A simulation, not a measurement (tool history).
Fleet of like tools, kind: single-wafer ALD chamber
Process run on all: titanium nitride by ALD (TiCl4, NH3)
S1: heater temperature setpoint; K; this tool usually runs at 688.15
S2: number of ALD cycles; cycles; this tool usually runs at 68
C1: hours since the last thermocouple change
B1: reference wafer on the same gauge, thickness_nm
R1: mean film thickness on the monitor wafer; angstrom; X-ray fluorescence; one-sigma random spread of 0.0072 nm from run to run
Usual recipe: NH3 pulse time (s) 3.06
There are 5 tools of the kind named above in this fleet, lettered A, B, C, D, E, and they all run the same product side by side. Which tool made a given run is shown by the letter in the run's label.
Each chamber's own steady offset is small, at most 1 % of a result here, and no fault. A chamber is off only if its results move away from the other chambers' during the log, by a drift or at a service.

Run 1C, hour 10: usual settings; C1 186.5; B1 1.4094. Result: R1 15.144 angstrom.
Run 2B, hour 23.7: usual settings; C1 102.6; B1 1.4119. Result: R1 15.256 angstrom.
Run 3A, hour 35.7: usual settings; C1 893.9; B1 1.4102. Result: R1 15.37 angstrom.
Run 4E, hour 50.3: usual settings; C1 549.7; B1 1.4097. Result: R1 15.209 angstrom.
Run 5D, hour 58.2: usual settings but S2 63 cycles; C1 1067.7; B1 1.409. Result: R1 14.231 angstrom.
Run 6D, hour 68.8: usual settings but S2 63 cycles; C1 1078.3; B1 1.4102. Result: R1 14.231 angstrom.
Run 7A, hour 81.7: usual settings but S2 63 cycles; C1 939.9; B1 1.4104. Result: R1 14.233 angstrom.
Run 8B, hour 88.4: usual settings but S2 63 cycles; C1 167.3; B1 1.4091. Result: R1 14.053 angstrom.
Run 9E, hour 100.5: usual settings but S2 63 cycles; C1 599.9; B1 1.4081. Result: R1 13.989 angstrom.
At hour 102.7: chamber D: thermocouple changed; heater temperature recalibrated.
Run 10C, hour 107.3: usual settings; C1 283.8; B1 1.4092. Result: R1 15.213 angstrom.
Run 11E, hour 120.6: usual settings; C1 620; B1 1.4091. Result: R1 15.24 angstrom.
Run 12A, hour 133.3: usual settings but S1 675.15 K, S2 55 cycles; C1 991.5; B1 1.4087. Result: R1 12.4 angstrom.
Run 13C, hour 140.3: usual settings but S1 675.15 K, S2 55 cycles; C1 316.8; B1 1.4109. Result: R1 12.304 angstrom.
Run 14B, hour 147.1: usual settings but S1 675.15 K, S2 55 cycles; C1 226; B1 1.411. Result: R1 12.285 angstrom.
Run 15D, hour 161.9: usual settings but S1 675.15 K, S2 55 cycles; C1 59.3; B1 1.4103. Result: R1 12.415 angstrom.
Run 16E, hour 170.6: usual settings but S1 675.15 K, S2 55 cycles; C1 670; B1 1.4112. Result: R1 12.275 angstrom.
Run 17D, hour 184.7: usual settings but NH3 pulse time (s) 2.47; C1 82.1; B1 1.4089. Result: R1 15.246 angstrom.
Run 18B, hour 191.9: usual settings but NH3 pulse time (s) 2.47; C1 270.8; B1 1.409. Result: R1 15.272 angstrom.
Run 19A, hour 200.9: usual settings but NH3 pulse time (s) 2.47; C1 1059.1; B1 1.412. Result: R1 15.225 angstrom.
Run 20C, hour 211.3: usual settings but NH3 pulse time (s) 2.47; C1 387.8; B1 1.4113. Result: R1 15.146 angstrom.
Run 21C, hour 219.7: usual settings but NH3 pulse time (s) 2.47; C1 396.2; B1 1.4098. Result: R1 15.112 angstrom.
Run 22D, hour 230: usual settings but S2 61 cycles, NH3 pulse time (s) 2.41; C1 127.4; B1 1.4104. Result: R1 13.646 angstrom.
Run 23B, hour 236.9: usual settings but S2 61 cycles, NH3 pulse time (s) 2.41; C1 315.8; B1 1.4103. Result: R1 13.693 angstrom.
Run 24E, hour 244.2: usual settings but S2 61 cycles, NH3 pulse time (s) 2.41; C1 743.6; B1 1.4088. Result: R1 13.602 angstrom.
Run 25A, hour 258.5: usual settings but S2 61 cycles, NH3 pulse time (s) 2.41; C1 1116.7; B1 1.4105. Result: R1 13.608 angstrom.
Run 26D, hour 269.8: usual settings but S2 61 cycles, NH3 pulse time (s) 2.41; C1 167.2; B1 1.4111. Result: R1 13.581 angstrom.
Run 27E, hour 278.6: usual settings; C1 778; B1 1.4097. Result: R1 15.131 angstrom.
Run 28B, hour 291: usual settings; C1 369.9; B1 1.4099. Result: R1 15.019 angstrom.
Run 29C, hour 303.1: usual settings but S2 73 cycles; C1 479.6; B1 1.4086. Result: R1 16.289 angstrom.
Run 30A, hour 310.4: usual settings but S2 73 cycles; C1 1168.6; B1 1.4108. Result: R1 16.502 angstrom.
Run 31B, hour 323.7: usual settings but S2 73 cycles; C1 402.6; B1 1.4097. Result: R1 16.411 angstrom.
Run 32E, hour 331.8: usual settings but S2 73 cycles; C1 831.2; B1 1.4096. Result: R1 16.321 angstrom.
Run 33C, hour 343.5: usual settings but S2 73 cycles; C1 520; B1 1.4102. Result: R1 16.291 angstrom.
Run 34D, hour 352: usual settings but S1 693.15 K, S2 55 cycles; C1 249.4; B1 1.4119. Result: R1 12.438 angstrom.
Run 35A, hour 360.4: usual settings but S1 693.15 K, S2 55 cycles; C1 1218.6; B1 1.4115. Result: R1 12.411 angstrom.
Run 36E, hour 368.1: usual settings but S1 693.15 K, S2 55 cycles; C1 867.5; B1 1.4089. Result: R1 12.209 angstrom.
Run 37C, hour 382.7: usual settings but S1 693.15 K, S2 55 cycles; C1 559.2; B1 1.41. Result: R1 12.185 angstrom.
Run 38B, hour 393.3: usual settings but S1 693.15 K, S2 55 cycles; C1 472.2; B1 1.4101. Result: R1 12.277 angstrom.

For the next run the whole fleet of 5 chambers uses the same settings. Give each chamber's results:
Run 39A, hour 403.9: usual settings. Result: R1 ?.
Run 39B, hour 403.9: usual settings. Result: R1 ?.
Run 39C, hour 403.9: usual settings. Result: R1 ?.
Run 39D, hour 403.9: usual settings. Result: R1 ?.
Run 39E, hour 403.9: usual settings. Result: R1 ?.

run      R1
39A  15.346
39B  15.161
39C  15.191
39D  15.416
39E  15.149
